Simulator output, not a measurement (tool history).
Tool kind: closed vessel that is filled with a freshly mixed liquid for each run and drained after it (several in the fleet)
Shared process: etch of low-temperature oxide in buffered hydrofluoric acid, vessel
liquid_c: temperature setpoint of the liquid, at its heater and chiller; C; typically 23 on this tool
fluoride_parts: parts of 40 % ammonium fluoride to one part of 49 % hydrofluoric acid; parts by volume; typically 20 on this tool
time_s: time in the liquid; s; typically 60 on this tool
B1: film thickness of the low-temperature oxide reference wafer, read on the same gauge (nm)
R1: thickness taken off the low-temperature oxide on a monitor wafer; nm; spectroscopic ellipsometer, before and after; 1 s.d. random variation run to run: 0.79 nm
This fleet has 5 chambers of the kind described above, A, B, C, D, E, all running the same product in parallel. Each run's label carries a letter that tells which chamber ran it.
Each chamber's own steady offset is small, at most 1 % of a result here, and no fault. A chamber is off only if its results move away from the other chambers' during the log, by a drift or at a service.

Run 1D, hour 3.7: usual settings; B1 80.01. Result: R1 97.01 nm.
Run 2B, hour 10.3: usual settings; B1 80.025. Result: R1 95.19 nm.
Run 3E, hour 16.5: usual settings; B1 79.985. Result: R1 98.172 nm.
Run 4C, hour 22.4: usual settings; B1 79.98. Result: R1 97.988 nm.
Run 5A, hour 25.7: usual settings; B1 80. Result: R1 99.291 nm.
Run 6D, hour 31.5: usual settings; B1 80.003. Result: R1 99.04 nm.
Run 7E, hour 37.3: usual settings; B1 79.991. Result: R1 97.522 nm.
Run 8A, hour 44.9: usual settings; B1 80.012. Result: R1 98.461 nm.
Run 9B, hour 52: usual settings; B1 79.99. Result: R1 96.39 nm.
Run 10C, hour 56: usual settings but fluoride_parts 24 parts by volume; B1 80.016. Result: R1 85.936 nm.
Run 11E, hour 63.2: usual settings but fluoride_parts 24 parts by volume; B1 79.994. Result: R1 86.012 nm.
Run 12C, hour 69.9: usual settings but fluoride_parts 24 parts by volume; B1 79.997. Result: R1 84.884 nm.
Run 13A, hour 75.1: usual settings but fluoride_parts 24 parts by volume; B1 80. Result: R1 86.41 nm.
Run 14D, hour 80.3: usual settings but fluoride_parts 24 parts by volume; B1 80.015. Result: R1 87.826 nm.
Run 15B, hour 85.5: usual settings; B1 80.015. Result: R1 99.586 nm.
Run 16E, hour 91.9: usual settings; B1 79.988. Result: R1 97.455 nm.
Run 17A, hour 98.2: usual settings; B1 80.029. Result: R1 97.769 nm.
Run 18B, hour 102.4: usual settings; B1 79.972. Result: R1 99.444 nm.
Run 19C, hour 107.2: usual settings but liquid_c 26 C; B1 79.987. Result: R1 118.02 nm.
Run 20D, hour 111.8: usual settings but liquid_c 26 C; B1 79.962. Result: R1 116.39 nm.
Run 21A, hour 118.8: usual settings but liquid_c 26 C; B1 79.982. Result: R1 114.15 nm.
Run 22D, hour 124.7: usual settings but liquid_c 26 C; B1 80.032. Result: R1 115.75 nm.
Run 23C, hour 128.2: usual settings but liquid_c 26 C; B1 80.012. Result: R1 116.58 nm.
Run 24B, hour 133.2: usual settings; B1 79.986. Result: R1 101.67 nm.
Run 25E, hour 140: usual settings; B1 80.028. Result: R1 96.512 nm.
Run 26E, hour 143.6: usual settings but time_s 30 s; B1 79.997. Result: R1 48.768 nm.
Run 27B, hour 151.2: usual settings but time_s 30 s; B1 79.987. Result: R1 51.872 nm.
Run 28A, hour 156.7: usual settings but time_s 30 s; B1 79.972. Result: R1 48.894 nm.
Run 29D, hour 163.3: usual settings but time_s 30 s; B1 80.009. Result: R1 49.238 nm.
Run 30C, hour 170.7: usual settings but time_s 30 s; B1 80.013. Result: R1 48.597 nm.
Run 31C, hour 176.9: usual settings; B1 79.999. Result: R1 98.328 nm.
Run 32B, hour 184.4: usual settings; B1 79.996. Result: R1 107.2 nm.
Run 33A, hour 188.2: usual settings but fluoride_parts 24 parts by volume; B1 79.998. Result: R1 85.759 nm.
Run 34E, hour 193.3: usual settings but fluoride_parts 24 parts by volume; B1 79.999. Result: R1 87.159 nm.
Run 35D, hour 197.9: usual settings but fluoride_parts 24 parts by volume; B1 79.968. Result: R1 86.968 nm.

Decide between three cases: one chamber stands off from its peers, the gauge reading all wafers drifts, or nothing is wrong past each chamber's small offset. Where a chamber is off, say which and what most likely put it there.

Little by little, chamber B moves away from the other chambers.
Most likely cause: hydrofluoric acid flow above the setpoint (%) = 11.1.
It could be hard to tell apart here from: liquid hotter than its thermometer reads (K).

Here are 4 candidates for chamber B's next run, each the usual settings with a change, their results left as question marks. Which one brings its results back in line with what the others give on the usual settings?
A result is in line if it is within this distance of the other chambers' mean on the usual settings: R1 2.8 nm
Run 36B-1, hour 203.4: usual settings but liquid_c 23.5 C, fluoride_parts 19 parts by volume, time_s 65 s. Result: R1 ?.
Run 36B-2, hour 203.4: usual settings but fluoride_parts 22 parts by volume. Result: R1 ?.
Run 36B-3, hour 203.4: usual settings but fluoride_parts 18 parts by volume. Result: R1 ?.
Run 36B-4, hour 203.4: usual settings but liquid_c 22 C, fluoride_parts 22 parts by volume. Result: R1 ?.

Mean of the other chambers on the usual settings: R1 98.008 nm
  run      R1
36B-1  125.58
36B-2  97.628
36B-3  118.85
36B-4  92.277
36B-2 puts the chamber back in line with the other chambers.
